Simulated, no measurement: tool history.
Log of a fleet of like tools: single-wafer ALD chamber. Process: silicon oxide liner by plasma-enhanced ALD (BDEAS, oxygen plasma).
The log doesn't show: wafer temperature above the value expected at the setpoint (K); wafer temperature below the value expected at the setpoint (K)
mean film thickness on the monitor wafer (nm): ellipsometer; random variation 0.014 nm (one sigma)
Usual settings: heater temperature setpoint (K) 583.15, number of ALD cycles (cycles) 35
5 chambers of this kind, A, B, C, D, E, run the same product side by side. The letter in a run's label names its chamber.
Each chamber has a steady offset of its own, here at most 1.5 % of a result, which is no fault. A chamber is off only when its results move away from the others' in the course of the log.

run	day	heater temperature setpoint (K)	number of ALD cycles (cycles)	hours since the last thermocouple change	read-back reference wafer on the same gauge, thickness_nm	mean film thickness on the monitor wafer (nm)
1B	0.621	583.15	35	662.7	3.7810	3.1736
2A	0.979	583.15	35	1542.1	3.7783	3.1943
3D	1.333	583.15	35	333.1	3.7795	3.2195
4C	1.821	583.15	35	816.4	3.7812	3.2084
5E	2.150	583.15	35	1231.6	3.7790	3.2330
6B	2.542	583.15	35	708.8	3.7837	3.1767
7A	2.921	583.15	35	1588.7	3.7791	3.1927
8D	3.529	583.15	35	385.8	3.7832	3.2309
9C	4.054	583.15	35	870.0	3.7837	3.2232
10E	4.588	583.15	35	1290.1	3.7826	3.1875
11E	4.962	576.15	40	1299.1	3.7818	3.7024
12D	5.375	576.15	40	430.1	3.7750	3.7328
13B	5.942	576.15	40	790.4	3.7786	3.6504
14A	6.367	576.15	40	1671.4	3.7856	3.6761
15C	6.671	576.15	40	932.8	3.7816	3.7193
16E	7.021	583.15	35	1348.5	3.7786	3.2050
17D	7.412	583.15	35	479.0	3.7818	3.2336
18B	7.796	583.15	35	834.9	3.7804	3.1504
19A	8.100	583.15	35	1713.0	3.7786	3.2109
# day 8.692: chamber E: thermocouple changed; heater temperature recalibrated
20C	8.721	583.15	35	982.0	3.7800	3.2307
21C	9.196	583.15	35	993.4	3.7818	3.2260
22B	9.496	583.15	35	875.7	3.7805	3.1859
23E	10.038	583.15	35	32.4	3.7776	3.1983
24A	10.525	595.15	35	1771.2	3.7763	3.1327
25D	10.821	595.15	35	560.8	3.7781	3.1636
26C	11.212	595.15	35	1041.8	3.7831	3.1697
27E	11.521	595.15	35	68.0	3.7801	3.1407
28B	11.988	595.15	35	935.5	3.7817	3.1083
29D	12.358	583.15	35	597.7	3.7807	3.2153
30A	12.775	583.15	35	1825.2	3.7790	3.1720
31D	13.254	583.15	35	619.2	3.7781	3.2161
32B	13.875	583.15	35	980.8	3.7775	3.2053
33E	14.279	583.15	40	134.2	3.7797	3.6423
34C	14.712	583.15	40	1125.8	3.7800	3.6725
35A	15.008	583.15	40	1878.8	3.7766	3.6437
36E	15.304	583.15	40	158.8	3.7777	3.6448
37C	15.662	583.15	40	1148.6	3.7797	3.6613
38A	16.104	583.15	35	1905.1	3.7782	3.1826
39D	16.679	583.15	35	701.4	3.7813	3.2404
40B	17.000	583.15	35	1055.8	3.7813	3.1787
41E	17.329	583.15	30	207.4	3.7811	2.7342
42D	17.608	583.15	30	723.7	3.7819	2.7714
43A	18.188	583.15	30	1955.1	3.7839	2.7236

Next, every chamber runs the same settings. What will each give?
44A	18.638	583.15	35			?
44B	18.638	583.15	35			?
44C	18.638	583.15	35			?
44D	18.638	583.15	35			?
44E	18.638	583.15	35			?

run	mean film thickness on the monitor wafer (nm)
44A	3.1919
44B	3.1842
44C	3.2312
44D	3.2306
44E	3.2043
